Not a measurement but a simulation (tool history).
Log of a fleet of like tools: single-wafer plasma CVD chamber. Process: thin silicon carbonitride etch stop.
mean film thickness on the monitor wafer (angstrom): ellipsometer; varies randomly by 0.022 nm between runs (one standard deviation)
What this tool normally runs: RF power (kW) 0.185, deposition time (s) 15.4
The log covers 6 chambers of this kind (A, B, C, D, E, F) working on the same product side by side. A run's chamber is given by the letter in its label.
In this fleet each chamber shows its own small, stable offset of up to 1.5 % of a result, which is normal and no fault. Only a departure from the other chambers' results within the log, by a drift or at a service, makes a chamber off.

run	hour	RF power (kW)	deposition time (s)	read-back reference wafer on the same gauge, thickness_nm	mean film thickness on the monitor wafer (angstrom)
# hour 5.2: chamber B: RF generator calibrated
1C	8	0.185	15.4	10.067	85.962
2A	18.3	0.185	15.4	10.067	86.1
# hour 21.5: chamber F: RF generator calibrated
3E	29.2	0.185	15.4	10.067	86.379
# hour 29.8: chamber D: thermocouple changed; heater temperature recalibrated
4B	35.3	0.185	15.4	10.071	86.037
5F	44.7	0.185	15.4	10.065	84.667
6D	51.1	0.22	15.4	10.073	90.345
7F	60.2	0.22	15.4	10.07	89.027
8E	69.4	0.22	15.4	10.07	90.784
9B	79.7	0.22	15.4	10.06	90.468
10C	90.5	0.22	15.4	10.067	90.725
11D	95.9	0.22	15.4	10.07	90.69
12A	105.9	0.185	15.4	10.07	86.247
13C	111.2	0.185	15.4	10.07	85.665
# hour 111.7: chamber C: thermocouple changed; heater temperature recalibrated
14F	120.4	0.185	15.4	10.071	84.484
15E	128.2	0.185	15.4	10.069	86.038
16B	134.7	0.185	15.4	10.073	85.856
17A	145.4	0.15	13.2	10.065	69.285
18D	154.3	0.15	13.2	10.066	69.011
19D	162.9	0.15	13.2	10.065	69.247
20F	173.9	0.15	13.2	10.065	68.438
21B	181.6	0.15	13.2	10.064	69.021
22E	190.4	0.15	13.2	10.068	69.454
23C	200.8	0.185	15.4	10.072	85.661
24A	207.2	0.185	15.4	10.065	86.027
25D	217.1	0.185	15.4	10.076	85.669
26E	224.7	0.185	15.4	10.066	85.923
27B	235	0.16	12.7	10.073	67.755
# hour 235.8: chamber A: RF generator calibrated
28A	241.6	0.16	12.7	10.067	67.835
29C	251.7	0.16	12.7	10.068	67.87
30F	256.9	0.16	12.7	10.07	66.86
31D	265.4	0.16	12.7	10.071	67.855
32E	275.6	0.16	12.7	10.069	68.233
33F	281.8	0.185	15.4	10.071	84.452
34B	288.6	0.185	15.4	10.068	85.775
35A	295.6	0.185	15.4	10.079	85.996
36C	305.4	0.185	15.4	10.074	85.972
37F	310.6	0.185	15.4	10.068	84.393
38E	317.8	0.185	15.4	10.071	85.875
39A	327	0.185	15.4	10.076	86.026

Read the log: is a single chamber off, either drifting away or since a service, is the gauge that measures every chamber drifting, or is nothing wrong beyond small per-chamber offsets? Name any odd chamber and what most likely caused it.

Nothing is wrong: each chamber keeps only its own small, steady offset and the gauge holds still.

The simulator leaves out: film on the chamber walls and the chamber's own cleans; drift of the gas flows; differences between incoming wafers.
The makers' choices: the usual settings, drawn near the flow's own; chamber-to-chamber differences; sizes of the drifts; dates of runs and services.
